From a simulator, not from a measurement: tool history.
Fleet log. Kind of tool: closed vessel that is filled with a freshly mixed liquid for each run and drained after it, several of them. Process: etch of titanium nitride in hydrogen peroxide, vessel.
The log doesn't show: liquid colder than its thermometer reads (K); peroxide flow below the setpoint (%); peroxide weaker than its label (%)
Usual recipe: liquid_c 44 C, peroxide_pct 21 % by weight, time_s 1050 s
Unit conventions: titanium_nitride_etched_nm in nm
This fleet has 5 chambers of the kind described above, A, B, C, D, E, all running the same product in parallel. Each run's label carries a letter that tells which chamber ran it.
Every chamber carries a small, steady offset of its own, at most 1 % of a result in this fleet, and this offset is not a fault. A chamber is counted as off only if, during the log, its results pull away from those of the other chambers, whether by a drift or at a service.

run	hour	liquid_c	peroxide_pct	time_s	hours since the thermometer was replaced	hours since the peroxide flow meter was replaced	hours since the drum of peroxide was connected	read-back film thickness of the titanium nitride reference wafer, read on the same gauge (nm)	titanium_nitride_etched_nm
1D	7.8	44	21	1050	560.4	855.9	349.7	100	20.776
2A	21.6	44	21	1050	336.9	498.8	232.2	100.01	20.937
3C	30.5	44	21	1050	1511.8	1627.8	543	99.999	20.666
4E	45	44	21	1050	1009.7	261.9	603.9	99.984	21.156
5B	59	44	21	1050	659.8	1565.6	179.3	99.998	21.016
6B	69.9	38.5	18.5	1050	670.7	1576.5	190.2	100.01	13.519
7D	82.5	38.5	18.5	1050	635.1	930.6	424.4	100.02	13.356
8A	90.6	38.5	18.5	1050	405.9	567.8	301.2	100.01	13.473
9C	101.8	38.5	18.5	1050	1583.1	1699.1	614.3	100.02	13.314
10E	113.1	38.5	18.5	1050	1077.8	330	672	99.995	13.434
11D	120.4	48.5	21	1600	673	968.5	462.3	100	44.154
12B	135.7	48.5	21	1600	736.5	1642.3	256	100	44.519
13C	144.7	48.5	21	1600	1626	1742	657.2	100	44.426
14E	153.3	48.5	21	1600	1118	370.2	712.2	100.01	44.667
# hour 160.9: chamber E: thermometer replaced
15A	163.6	48.5	21	1600	478.9	640.8	374.2	100.01	44.05
16A	174.2	44	21	1050	489.5	651.4	384.8	100	20.819
17D	182.5	40	24.5	1050	735.1	1030.6	524.4	99.992	15.804
18C	197.4	40	24.5	1050	1678.7	1794.7	709.9	100.01	15.837
19E	209.4	40	24.5	1050	48.6	426.3	768.3	100	15.996
20B	222.3	40	24.5	1050	823.1	1728.9	342.6	99.998	16.047
21A	232.5	40	24.5	1050	547.8	709.7	443.1	100	15.925
22C	247	44	21	1050	1728.3	1844.3	759.5	99.989	20.903
23D	259.6	44	21	1050	812.2	1107.7	601.5	100	20.544
24B	268.8	44	21	1050	869.6	1775.4	389.1	100.01	20.913
25E	275.5	44	21	575	114.7	492.4	834.4	100.02	11.455
26B	288	44	21	575	888.8	1794.6	408.3	99.997	11.542
# hour 297.9: chamber A: peroxide flow meter replaced
# hour 299.7: chamber D: peroxide flow meter replaced
27E	301.5	44	21	575	140.7	518.4	860.4	100.02	11.529
28A	314	44	21	575	629.3	16.1	524.6	99.995	11.417
# hour 315: chamber C: new drum of peroxide connected
29D	327.5	44	21	575	880.1	27.9	669.4	99.997	11.145
30C	335.7	44	21	1050	1817	1933	20.8	100	20.88
31B	347.8	44	21	1050	948.6	1854.4	468.1	100.01	20.979
32D	360.9	44	21	1050	913.5	61.3	702.8	100.01	20.425
33C	375.7	44	21	1050	1857	1973	60.8	99.976	20.995
34E	389.6	44	21	1050	228.8	606.5	948.5	99.989	21.153
35A	401.9	44	21	1050	717.2	104	612.5	100.01	21.052
36C	416.6	44	21	1050	1897.9	2013.9	101.7	99.98	20.72
37A	429.9	44	21	1050	745.2	132	640.5	99.985	20.929
38B	437.2	44	21	1050	1038	1943.8	557.5	99.998	21.013

Has any chamber moved away from the others, gradually or after a service, or does the common gauge drift, or do the chambers differ only by their own small steady offsets? State the chamber and the most likely cause if one applies.

Little by little, chamber D moves away from the other chambers.
Cause: liquid colder than its thermometer reads (K) = 0.384.

Below are 4 candidate recipes for chamber D's next run, each the usual settings with a change, their results shown as question marks. Which of them brings D's results back in line with what the other chambers give on the usual settings?
Maximum distance from the other chambers' mean on the usual settings for a result to count as in line: titanium_nitride_etched_nm 0.32 nm
39D-1	448.2	44.5	21	1050					?
39D-2	448.2	44	21	1110					?
39D-3	448.2	43.5	21	1050					?
39D-4	448.2	44	21	990					?

Mean of the other chambers on the usual settings: titanium_nitride_etched_nm 20.917 nm
run	titanium_nitride_etched_nm
39D-1	20.991
39D-2	21.39
39D-3	19.486
39D-4	19.077
The answer is 39D-1, which returns the chamber to within the allowed miss of the others.

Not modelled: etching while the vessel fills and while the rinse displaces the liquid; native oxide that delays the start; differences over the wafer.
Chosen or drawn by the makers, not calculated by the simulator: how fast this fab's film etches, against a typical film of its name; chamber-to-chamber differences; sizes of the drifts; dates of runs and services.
